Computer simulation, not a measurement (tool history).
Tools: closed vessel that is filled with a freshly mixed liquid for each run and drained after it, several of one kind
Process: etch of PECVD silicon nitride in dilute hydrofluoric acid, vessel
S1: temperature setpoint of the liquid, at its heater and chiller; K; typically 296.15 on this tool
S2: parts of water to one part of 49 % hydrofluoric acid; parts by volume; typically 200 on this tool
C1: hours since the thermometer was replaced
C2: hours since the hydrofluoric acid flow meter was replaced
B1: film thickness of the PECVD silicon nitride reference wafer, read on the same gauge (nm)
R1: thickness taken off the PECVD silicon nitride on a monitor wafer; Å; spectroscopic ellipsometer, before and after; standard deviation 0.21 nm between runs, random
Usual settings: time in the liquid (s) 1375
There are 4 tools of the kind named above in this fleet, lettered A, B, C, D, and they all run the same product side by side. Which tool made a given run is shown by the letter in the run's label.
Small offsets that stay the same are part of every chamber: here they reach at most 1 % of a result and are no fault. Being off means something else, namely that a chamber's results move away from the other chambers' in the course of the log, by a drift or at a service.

Run 1B, hour 5.8: usual settings; C1 1021.2; C2 351.4; B1 70.003. Result: R1 368.52 Å.
Run 2D, hour 16.4: usual settings; C1 1403.3; C2 988.6; B1 69.990. Result: R1 367.27 Å.
Run 3A, hour 22.8: usual settings; C1 1086.9; C2 572.7; B1 70.001. Result: R1 367.27 Å.
Run 4C, hour 29.8: usual settings; C1 328.0; C2 49.5; B1 70.004. Result: R1 366.01 Å.
Run 5D, hour 37.6: usual settings; C1 1424.5; C2 1009.8; B1 69.981. Result: R1 363.96 Å.
Run 6C, hour 47.3: usual settings; C1 345.5; C2 67.0; B1 69.992. Result: R1 367.57 Å.
Run 7B, hour 54.4: usual settings; C1 1069.8; C2 400.0; B1 70.003. Result: R1 368.97 Å.
Run 8A, hour 65.0: usual settings; C1 1129.1; C2 614.9; B1 69.987. Result: R1 369.53 Å.
Run 9A, hour 72.6: usual settings; C1 1136.7; C2 622.5; B1 69.991. Result: R1 372.18 Å.
Run 10C, hour 80.6: usual settings; C1 378.8; C2 100.3; B1 69.978. Result: R1 371.77 Å.
Run 11B, hour 86.5: usual settings but time in the liquid (s) 655; C1 1101.9; C2 432.1; B1 70.014. Result: R1 174.35 Å.
Run 12D, hour 92.9: usual settings but time in the liquid (s) 655; C1 1479.8; C2 1065.1; B1 69.988. Result: R1 173.30 Å.
Run 13B, hour 100.0: usual settings but time in the liquid (s) 655; C1 1115.4; C2 445.6; B1 69.977. Result: R1 175.81 Å.
Run 14A, hour 107.9: usual settings but time in the liquid (s) 655; C1 1172.0; C2 657.8; B1 69.987. Result: R1 173.96 Å.
Run 15D, hour 113.7: usual settings; C1 1500.6; C2 1085.9; B1 70.009. Result: R1 365.81 Å.
Run 16C, hour 121.2: usual settings; C1 419.4; C2 140.9; B1 70.002. Result: R1 370.14 Å.
Run 17D, hour 129.2: usual settings; C1 1516.1; C2 1101.4; B1 70.001. Result: R1 366.32 Å.
Run 18A, hour 136.0: usual settings; C1 1200.1; C2 685.9; B1 69.975. Result: R1 361.17 Å.
Run 19B, hour 141.4: usual settings; C1 1156.8; C2 487.0; B1 70.012. Result: R1 367.45 Å.
Run 20C, hour 147.8: usual settings; C1 446.0; C2 167.5; B1 70.023. Result: R1 366.94 Å.
Run 21D, hour 154.9: usual settings; C1 1541.8; C2 1127.1; B1 70.017. Result: R1 365.46 Å.
Run 22B, hour 162.9: usual settings; C1 1178.3; C2 508.5; B1 70.017. Result: R1 369.71 Å.
At hour 165.7: chamber C: thermometer replaced.
At hour 168.4: chamber D: hydrofluoric acid flow meter replaced.
Run 23C, hour 171.4: usual settings; C1 5.8; C2 191.1; B1 70.005. Result: R1 368.41 Å.
Run 24A, hour 180.0: usual settings; C1 1244.1; C2 729.9; B1 69.980. Result: R1 355.08 Å.
Run 25D, hour 189.5: usual settings; C1 1576.4; C2 21.2; B1 69.994. Result: R1 365.15 Å.
Run 26C, hour 198.5: usual settings; C1 32.9; C2 218.2; B1 69.984. Result: R1 368.33 Å.
Run 27A, hour 204.3: usual settings; C1 1268.4; C2 754.2; B1 70.006. Result: R1 353.33 Å.
Run 28B, hour 213.3: usual settings; C1 1228.7; C2 558.9; B1 70.001. Result: R1 368.89 Å.
Run 29C, hour 219.6: usual settings; C1 54.0; C2 239.3; B1 70.011. Result: R1 370.42 Å.
Run 30A, hour 229.3: usual settings but S1 299.15 K, time in the liquid (s) 1840; C1 1293.4; C2 779.2; B1 69.992. Result: R1 569.67 Å.
Run 31D, hour 234.9: usual settings but S1 299.15 K, time in the liquid (s) 1840; C1 1621.8; C2 66.6; B1 70.014. Result: R1 588.58 Å.
Run 32B, hour 241.1: usual settings but S1 299.15 K, time in the liquid (s) 1840; C1 1256.5; C2 586.7; B1 69.988. Result: R1 598.97 Å.
Run 33B, hour 247.8: usual settings but S1 299.15 K, time in the liquid (s) 1840; C1 1263.2; C2 593.4; B1 70.013. Result: R1 588.96 Å.
Run 34C, hour 252.8: usual settings; C1 87.2; C2 272.5; B1 69.958. Result: R1 369.05 Å.
Run 35A, hour 260.6: usual settings; C1 1324.7; C2 810.5; B1 69.988. Result: R1 346.78 Å.

Decide between three cases: one chamber stands off from its peers, the gauge reading all wafers drifts, or nothing is wrong past each chamber's small offset. Where a chamber is off, say which and what most likely put it there.

One chamber, A, drifts off from the rest bit by bit.
What lies behind it: liquid colder than its thermometer reads (K) = 0.996.
The log might look much the same if the cause were instead: hydrofluoric acid flow below the setpoint (%).

Below are 4 candidate recipes for chamber A's next run, each the usual settings with a change, their results shown as question marks. Which of them brings A's results back in line with what the other chambers give on the usual settings?
To be in line, a result may differ from the other chambers' mean on the usual settings by at most: R1 7.40 Å
Run 36A-1, hour 268.3: usual settings but S1 295.65 K, time in the liquid (s) 1285. Result: R1 ?.
Run 36A-2, hour 268.3: usual settings but S2 205 parts by volume, time in the liquid (s) 1330. Result: R1 ?.
Run 36A-3, hour 268.3: usual settings but S2 195 parts by volume, time in the liquid (s) 1420. Result: R1 ?.
Run 36A-4, hour 268.3: usual settings but S2 180 parts by volume. Result: R1 ?.

Usual-settings mean across the other chambers: R1 367.55 Å
  run      R1
36A-1  312.38
36A-2  326.02
36A-3  365.40
36A-4  382.40
The answer is 36A-3, which returns the chamber to within the allowed miss of the others.

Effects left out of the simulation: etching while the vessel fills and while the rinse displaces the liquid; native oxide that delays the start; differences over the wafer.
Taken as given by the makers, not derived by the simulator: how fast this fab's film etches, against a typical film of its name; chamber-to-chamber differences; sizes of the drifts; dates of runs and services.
